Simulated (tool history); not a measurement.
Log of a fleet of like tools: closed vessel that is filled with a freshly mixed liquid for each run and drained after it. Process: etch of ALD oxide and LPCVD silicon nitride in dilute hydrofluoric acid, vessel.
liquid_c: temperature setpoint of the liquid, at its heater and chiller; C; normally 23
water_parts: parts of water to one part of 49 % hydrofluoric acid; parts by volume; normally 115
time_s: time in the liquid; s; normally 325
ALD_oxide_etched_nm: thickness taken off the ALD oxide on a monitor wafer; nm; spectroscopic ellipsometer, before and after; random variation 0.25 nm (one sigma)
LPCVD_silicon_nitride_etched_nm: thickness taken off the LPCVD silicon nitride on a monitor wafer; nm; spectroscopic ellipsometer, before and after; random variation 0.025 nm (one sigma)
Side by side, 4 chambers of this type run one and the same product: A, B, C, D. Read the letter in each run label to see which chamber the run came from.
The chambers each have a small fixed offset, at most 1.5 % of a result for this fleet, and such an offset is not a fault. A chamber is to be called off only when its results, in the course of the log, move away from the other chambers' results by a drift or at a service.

run	hour	liquid_c	water_parts	time_s	hours since the thermometer was replaced	hours since the hydrofluoric acid flow meter was replaced	read-back film thickness of the ALD oxide reference wafer, read on the same gauge (nm)	read-back film thickness of the LPCVD silicon nitride reference wafer, read on the same gauge (nm)	ALD_oxide_etched_nm	LPCVD_silicon_nitride_etched_nm
1D	9.3	23	115	325	617.5	445.5	100.03	139.99	49.935	1.2965
2B	17.3	23	115	325	72.7	473.8	100.05	140.01	49.476	1.2929
3A	25.9	23	115	325	2135.4	1227	100.07	139.99	49.933	1.3208
4C	38.6	23	115	325	81.4	1795.9	99.962	140	49.523	1.2529
5A	47.8	23	115	325	2157.3	1248.9	99.995	139.99	49.956	1.3176
6C	53.9	23	115	325	96.7	1811.2	99.988	140	49.09	1.3068
7B	64.1	23	115	325	119.5	520.6	100.01	140	49.576	1.2602
8D	77.3	23	115	325	685.5	513.5	100	140	50.379	1.3354
9A	89.2	25.5	115	325	2198.7	1290.3	99.971	140	54.699	1.483
10D	95.7	25.5	115	325	703.9	531.9	99.998	140.03	54.935	1.5135
11C	102.3	25.5	115	325	145.1	1859.6	100	139.99	54.332	1.5367
12B	115.9	25.5	115	325	171.3	572.4	100.05	140	54.643	1.4873
13B	125.4	23	115	325	180.8	581.9	99.994	140	49.428	1.308
14D	138.3	23	115	325	746.5	574.5	100.01	140.03	50.099	1.3181
# hour 140.1: chamber D: hydrofluoric acid flow meter replaced
15A	149	23	115	325	2258.5	1350.1	99.968	139.99	50.094	1.2376
16C	156.5	23	115	325	199.3	1913.8	99.987	140	49.594	1.2641
17B	164.9	23	115	325	220.3	621.4	99.987	139.99	49.695	1.2504
18A	178.5	23	115	325	2288	1379.6	100.01	140	49.598	1.2871
19D	189.3	23	115	325	797.5	49.2	100.02	139.99	49.847	1.3102
20C	195.9	23	115	325	238.7	1953.2	100.01	139.98	49.767	1.2973
21B	204.5	23	115	325	259.9	661	99.939	140.01	49.852	1.3366
22D	214.1	23	155	390	822.3	74	99.995	139.99	42.449	1.1383
# hour 221.3: chamber D: thermometer replaced
23C	226.7	23	155	390	269.5	1984	99.999	140.02	42.315	1.1536
24A	239.8	23	155	390	2349.3	1440.9	99.958	140	42.922	1.0808
25D	247.2	23	155	390	25.9	107.1	100.04	140.01	42.335	1.1327
26B	256.5	23	115	325	311.9	713	100.05	140.02	49.6	1.273
27C	269.3	23	155	250	312.1	2026.6	99.98	139.98	27.228	0.74401
28A	282.9	23	155	250	2392.4	1484	99.996	139.99	27.306	0.712
29A	289.9	23	155	250	2399.4	1491	99.986	140.01	27.381	0.75146
30B	299.4	23	155	250	354.8	755.9	100.02	140.01	27.256	0.75516
31C	308.3	23	115	325	351.1	2065.6	99.959	140.01	49.277	1.2779
32D	321.1	23	115	325	99.8	181	99.97	140	50.073	1.3126
33B	328.2	23	115	325	383.6	784.7	99.996	140.01	49.452	1.2921
34D	337.8	23	115	325	116.5	197.7	100.03	140.01	50.055	1.3134
35C	349.5	23	115	325	392.3	2106.8	99.994	140.02	49.503	1.2916
36A	357	23	115	325	2466.5	1558.1	99.995	140.02	50.08	1.2722

All 4 chambers run these settings next. Forecast each chamber's results:
37A	366.8	23	115	325					?	?
37B	366.8	23	115	325					?	?
37C	366.8	23	115	325					?	?
37D	366.8	23	115	325					?	?

run	ALD_oxide_etched_nm	LPCVD_silicon_nitride_etched_nm
37A	49.782	1.2774
37B	49.742	1.2468
37C	49.414	1.2846
37D	50.216	1.3057
